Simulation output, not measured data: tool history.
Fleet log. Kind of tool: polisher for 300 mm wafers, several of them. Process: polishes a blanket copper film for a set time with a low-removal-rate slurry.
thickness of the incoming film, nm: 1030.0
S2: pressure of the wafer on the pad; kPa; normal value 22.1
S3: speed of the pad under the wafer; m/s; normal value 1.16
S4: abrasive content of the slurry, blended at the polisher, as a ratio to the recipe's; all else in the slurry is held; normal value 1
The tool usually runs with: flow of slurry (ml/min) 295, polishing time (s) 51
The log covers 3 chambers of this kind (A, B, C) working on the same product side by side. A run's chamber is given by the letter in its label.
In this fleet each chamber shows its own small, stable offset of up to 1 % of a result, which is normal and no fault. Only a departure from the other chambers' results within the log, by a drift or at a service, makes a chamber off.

Run 1B, hour 3.2: usual settings. Result: film removed (angstrom) 2052.9.
At hour 6.7: chamber B: worn pad replaced by a new one.
Run 2A, hour 6.9: usual settings. Result: film removed (angstrom) 2050.5.
Run 3C, hour 10.9: usual settings. Result: film removed (angstrom) 2058.7.
Run 4B, hour 14.1: usual settings. Result: film removed (angstrom) 2033.4.
Run 5C, hour 17.5: usual settings. Result: film removed (angstrom) 2002.8.
At hour 17.6: chamber A: slurry nozzle cleaned.
Run 6A, hour 20.1: usual settings. Result: film removed (angstrom) 2069.6.
Run 7B, hour 23.1: usual settings. Result: film removed (angstrom) 2023.4.
Run 8A, hour 26.9: usual settings. Result: film removed (angstrom) 2003.8.
Run 9C, hour 30.3: usual settings. Result: film removed (angstrom) 2056.7.
Run 10B, hour 33.4: usual settings. Result: film removed (angstrom) 2022.9.
Run 11A, hour 37.7: usual settings. Result: film removed (angstrom) 2033.6.
Run 12C, hour 40: usual settings. Result: film removed (angstrom) 2078.
Run 13B, hour 44.1: usual settings. Result: film removed (angstrom) 1990.9.
Run 14A, hour 47.5: usual settings. Result: film removed (angstrom) 2023.2.
Run 15C, hour 50.8: usual settings. Result: film removed (angstrom) 2106.7.
Run 16B, hour 54.5: usual settings. Result: film removed (angstrom) 2051.9.
Run 17C, hour 58.8: usual settings. Result: film removed (angstrom) 2095.8.
Run 18A, hour 61.9: usual settings. Result: film removed (angstrom) 2019.3.
Run 19B, hour 66.1: usual settings. Result: film removed (angstrom) 1996.5.
Run 20C, hour 69.4: usual settings. Result: film removed (angstrom) 2128.2.
Run 21A, hour 71.6: usual settings. Result: film removed (angstrom) 2039.2.
Run 22B, hour 75.9: usual settings. Result: film removed (angstrom) 2007.7.
At hour 79.6: chamber A: worn pad replaced by a new one.
Run 23A, hour 80.8: usual settings. Result: film removed (angstrom) 2034.4.
Run 24C, hour 83.8: usual settings. Result: film removed (angstrom) 2119.2.
Run 25A, hour 87.3: usual settings. Result: film removed (angstrom) 2012.1.
At hour 89.4: chamber C: worn pad replaced by a new one.
Run 26C, hour 92: usual settings. Result: film removed (angstrom) 2112.9.
Run 27B, hour 95.3: usual settings. Result: film removed (angstrom) 2019.5.
Run 28C, hour 98.3: usual settings. Result: film removed (angstrom) 2156.
Run 29B, hour 102.5: usual settings but flow of slurry (ml/min) 200, S4 1.2. Result: film removed (angstrom) 2028.5.
Run 30A, hour 107.3: usual settings but flow of slurry (ml/min) 200, S4 1.2. Result: film removed (angstrom) 2032.4.
Run 31A, hour 111.2: usual settings but flow of slurry (ml/min) 200, S4 1.2. Result: film removed (angstrom) 2005.

Which is it: a chamber that has drifted or been left off by a service, a gauge drift common to all chambers, or only each chamber's usual small offset? If a chamber is off, name it and its likeliest cause.

Chamber C drifts away from the others.
Most likely cause: head's pressure above its setpoint, % = 6.71.

Chamber C could run next with any of the 4 candidate recipes listed below; each alters the usual settings, and their results appear as question marks. Which one brings its results back in line with what the other chambers deliver on the usual settings?
In line here means within this much of the mean the other chambers give on the usual settings: film removed (angstrom) 75
Run 32C-1, hour 114.7: usual settings but S2 20.7 kPa, polishing time (s) 48. Result: film removed (angstrom) ?.
Run 32C-2, hour 114.7: usual settings but S2 25.5 kPa. Result: film removed (angstrom) ?.
Run 32C-3, hour 114.7: usual settings but S2 21.4 kPa, S3 1.12 m/s. Result: film removed (angstrom) ?.
Run 32C-4, hour 114.7: usual settings but S2 22.8 kPa, S3 1.18 m/s, polishing time (s) 52. Result: film removed (angstrom) ?.

Average result of the remaining chambers running the usual settings: film removed (angstrom) 2032.1
  run  film removed (angstrom)
32C-1                   1925.2
32C-2                   2518.2
32C-3                   2039.1
32C-4                   2332.3
With 32C-3, the chamber falls back in line with the rest.
